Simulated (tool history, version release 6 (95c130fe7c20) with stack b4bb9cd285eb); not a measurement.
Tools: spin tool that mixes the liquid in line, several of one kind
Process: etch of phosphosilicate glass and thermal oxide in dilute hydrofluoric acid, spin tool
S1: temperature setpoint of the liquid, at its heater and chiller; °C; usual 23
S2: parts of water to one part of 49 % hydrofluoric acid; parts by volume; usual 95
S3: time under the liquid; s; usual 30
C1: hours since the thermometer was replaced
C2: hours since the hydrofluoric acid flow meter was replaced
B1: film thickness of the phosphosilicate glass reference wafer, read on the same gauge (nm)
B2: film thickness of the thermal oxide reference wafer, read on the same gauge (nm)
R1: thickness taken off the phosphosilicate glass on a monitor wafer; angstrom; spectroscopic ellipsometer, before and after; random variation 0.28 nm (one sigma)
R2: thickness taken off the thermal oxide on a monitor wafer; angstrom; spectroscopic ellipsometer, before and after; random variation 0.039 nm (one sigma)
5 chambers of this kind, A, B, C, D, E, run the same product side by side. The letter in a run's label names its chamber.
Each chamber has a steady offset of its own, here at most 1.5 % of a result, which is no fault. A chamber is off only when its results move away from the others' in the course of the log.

run,day,S1,S2,S3,C1,C2,B1,B2,R1,R2
1A,0.321,23,95,30,628.8,340.5,29.997,150.01,512.12,14.021
2C,0.542,23,95,30,1537.3,114.5,30.003,150,506.65,13.675
3E,0.842,23,95,30,148.5,640.2,29.993,149.99,509.78,14.335
4B,1.029,23,95,30,410,867.2,30.011,149.95,511.5,13.773
5D,1.271,23,95,30,46.4,568.5,30.006,150.01,512.4,14.698
6B,1.554,19.5,115,30,422.6,879.8,30.004,150,353.94,9.5823
7C,1.892,19.5,115,30,1569.7,146.9,30,149.99,358.08,10.062
8D,2.071,19.5,115,30,65.6,587.7,29.995,149.94,358.5,9.6895
9A,2.417,19.5,115,30,679.1,390.8,30.014,150,358.48,10.354
10E,2.762,19.5,115,30,194.6,686.3,30.016,150.02,355.57,9.9701
11D,2.95,23,95,30,86.7,608.8,29.989,149.99,506.03,13.822
12E,3.175,23,95,30,204.5,696.2,30.008,150.02,508.29,14.928
# day 3.354: chamber A: thermometer replaced
13C,3.392,23,95,30,1605.7,182.9,29.998,150.03,508.94,13.725
14B,3.767,23,95,30,475.7,932.9,29.98,150.03,508.85,13.764
15A,4.146,23,95,15,19.1,432.3,30.014,149.95,257.66,6.605
16C,4.333,23,95,15,1628.3,205.5,29.98,150.01,254.04,7.0865
17D,4.667,23,95,15,127.9,650,29.997,150.03,257.45,7.0175
18B,5.008,23,95,15,505.5,962.7,29.979,149.99,249.84,6.9946
19A,5.271,23,95,15,46.1,459.3,29.994,150.01,255.64,6.7777
20E,5.596,23,95,30,262.6,754.3,29.999,150,512.29,14.248
21E,5.892,23,95,30,269.7,761.4,30.023,149.98,501.96,13.977
22D,6.15,23,95,30,163.5,685.6,30.007,150.01,513.57,14.693
23B,6.388,23,95,30,538.6,995.8,29.988,150.02,507.14,14.51
24A,6.704,23,95,30,80.5,493.7,29.998,149.95,509.34,14.022
25C,6.888,23,95,30,1689.6,266.8,30.003,150.04,503.7,14.809
26D,7.112,23,95,30,186.6,708.7,30.009,150.01,512.09,14.026
27A,7.342,23,95,20,95.8,509,30.001,149.96,341.18,9.6905
# day 7.408: chamber D: hydrofluoric acid flow meter replaced
28B,7.542,23,95,20,566.3,1023.5,29.992,150,335.95,9.4636
29E,7.871,23,95,20,317.2,808.9,30.008,149.98,335.1,9.63
30C,8.079,23,95,20,1718.2,295.4,29.997,149.98,341.14,9.2469
31B,8.317,23,95,20,584.9,1042.1,30,149.99,337.63,8.9377
# day 8.583: chamber B: thermometer replaced
32D,8.671,23,95,30,224,30.4,29.99,149.99,510.24,13.876
33A,9.008,23,95,30,135.8,549,29.986,150,514.95,14.218
34C,9.279,23,95,30,1747,324.2,30.01,149.99,511.36,14.383
35E,9.542,23,95,30,357.3,849,30,149.98,504.82,15.025
36C,9.888,23,95,30,1761.6,338.8,30.001,150.01,510.16,14.665
37D,10.258,23,95,30,262.1,68.5,30,149.98,509.3,14.701
38E,10.642,18.5,95,30,383.7,875.4,29.985,149.98,422.14,12.045
39B,11.025,18.5,95,30,58.7,1107.1,30.008,150.01,422.45,12.043

What goes on in this fleet: one chamber off, a drifting gauge, or nothing beyond the chambers' own small offsets? Name the chamber and the cause, if any.

No chamber stands off beyond its own small offset, and the gauge holds steady.
